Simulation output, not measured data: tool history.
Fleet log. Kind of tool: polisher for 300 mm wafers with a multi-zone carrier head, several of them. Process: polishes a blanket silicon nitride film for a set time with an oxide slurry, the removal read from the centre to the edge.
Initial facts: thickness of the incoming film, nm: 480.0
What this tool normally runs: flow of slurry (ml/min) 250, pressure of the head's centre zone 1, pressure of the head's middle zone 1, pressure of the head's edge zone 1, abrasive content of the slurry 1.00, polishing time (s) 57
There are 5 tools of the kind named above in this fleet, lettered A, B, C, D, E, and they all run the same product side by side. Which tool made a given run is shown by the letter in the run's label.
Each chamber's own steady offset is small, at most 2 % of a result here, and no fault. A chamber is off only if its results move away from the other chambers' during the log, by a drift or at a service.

run,hour,flow of slurry (ml/min),pressure of the head's centre zone,pressure of the head's middle zone,pressure of the head's edge zone,abrasive content of the slurry,polishing time (s),film removed at the wafer's centre (angstrom),film removed at mid-radius (angstrom),film removed at the wafer's edge (angstrom)
1E,12.5,250,1,1,1,1.00,57,262.75,257.58,255.35
# hour 15.4: chamber B: worn pad replaced by a new one
# hour 16.1: chamber A: centre zone pressure recalibrated
# hour 19.3: chamber D: centre zone pressure recalibrated
2D,21.1,250,1,1,1,1.00,57,256.60,261.13,260.28
# hour 32.0: chamber B: centre zone pressure recalibrated
3A,33.5,250,1,1,1,1.00,57,257.92,261.64,264.84
4B,41.8,250,1,1,1,1.00,57,259.55,260.80,263.47
5C,49.1,250,1,1,1,1.00,57,255.04,253.62,261.97
# hour 51.3: chamber E: worn pad replaced by a new one
# hour 53.3: chamber C: centre zone pressure recalibrated
6C,60.4,250,1,1,1,1.00,57,262.39,256.85,260.96
7D,72.2,250,1,1,1,1.00,57,255.29,261.98,261.98
8A,84.4,250,1,1,1,1.15,57,275.57,274.11,272.29
9E,93.3,250,1,1,1,1.15,57,280.37,275.60,277.46
10B,102.1,250,1,1,1,1.15,57,275.94,274.92,276.20
11B,108.7,250,1,1,1,1.15,57,282.21,271.75,275.46
# hour 112.7: chamber D: worn pad replaced by a new one
12D,117.5,250,1,1,1,1.15,57,272.10,269.78,277.66
# hour 124.4: chamber D: edge zone pressure recalibrated
13C,125.9,250,1,1,1,1.00,57,260.06,257.52,262.01
# hour 129.9: chamber A: worn pad replaced by a new one
14A,137.5,250,1,1,1,1.00,57,264.64,259.32,257.10
15E,150.7,250,1,1,1,1.00,57,266.01,259.65,257.37
# hour 152.2: chamber C: worn pad replaced by a new one
# hour 158.0: chamber B: slurry nozzle cleaned
16A,158.4,250,1,1,1,1.00,57,261.98,261.43,252.94
# hour 161.3: chamber B: edge zone pressure recalibrated
17D,172.0,250,1,1,1,1.00,57,256.59,259.46,259.32
18B,180.7,250,1,1,1,1.00,57,262.48,258.78,260.25
19C,187.3,325,1,1,1,1.00,68,315.11,319.99,314.09
20E,196.1,325,1,1,1,1.00,68,319.42,311.15,318.01
21E,206.4,325,1,1,1,1.00,68,324.59,320.93,314.31
22D,219.6,325,1,1,1,1.00,68,315.21,316.56,325.36
23A,227.2,325,1,1,1,1.00,68,318.89,322.59,322.93
24C,237.7,250,1,1,1,1.00,57,261.09,259.96,251.05
# hour 238.8: chamber A: edge zone pressure recalibrated
25B,249.4,250,1,1,1,1.00,57,258.20,260.08,255.40
# hour 253.7: chamber B: worn pad replaced by a new one
26D,261.8,250,1,1,1,1.00,57,258.20,256.08,261.02
27A,268.3,250,1,1,1,1.00,57,256.44,259.31,261.41
28C,278.4,250,1,1,1,1.00,57,259.11,262.32,262.42
# hour 285.9: chamber E: worn pad replaced by a new one
29E,291.7,250,1,1,1,1.00,57,260.73,259.74,259.41
30B,297.6,250,1,1,1,1.00,57,263.94,257.98,256.03
31A,305.6,250,1,1,1,1.00,57,264.77,260.29,254.37

Predict what each chamber gives when all 5 of them run the settings below next.
32A,315.4,250,1,1,1,1.00,57,?,?,?
32B,315.4,250,1,1,1,1.00,57,?,?,?
32C,315.4,250,1,1,1,1.00,57,?,?,?
32D,315.4,250,1,1,1,1.00,57,?,?,?
32E,315.4,250,1,1,1,1.00,57,?,?,?

run,film removed at the wafer's centre (angstrom),film removed at mid-radius (angstrom),film removed at the wafer's edge (angstrom)
32A,257.51,262.10,258.84
32B,255.49,259.61,259.19
32C,262.23,259.66,263.47
32D,252.21,259.07,256.10
32E,261.65,261.53,259.61
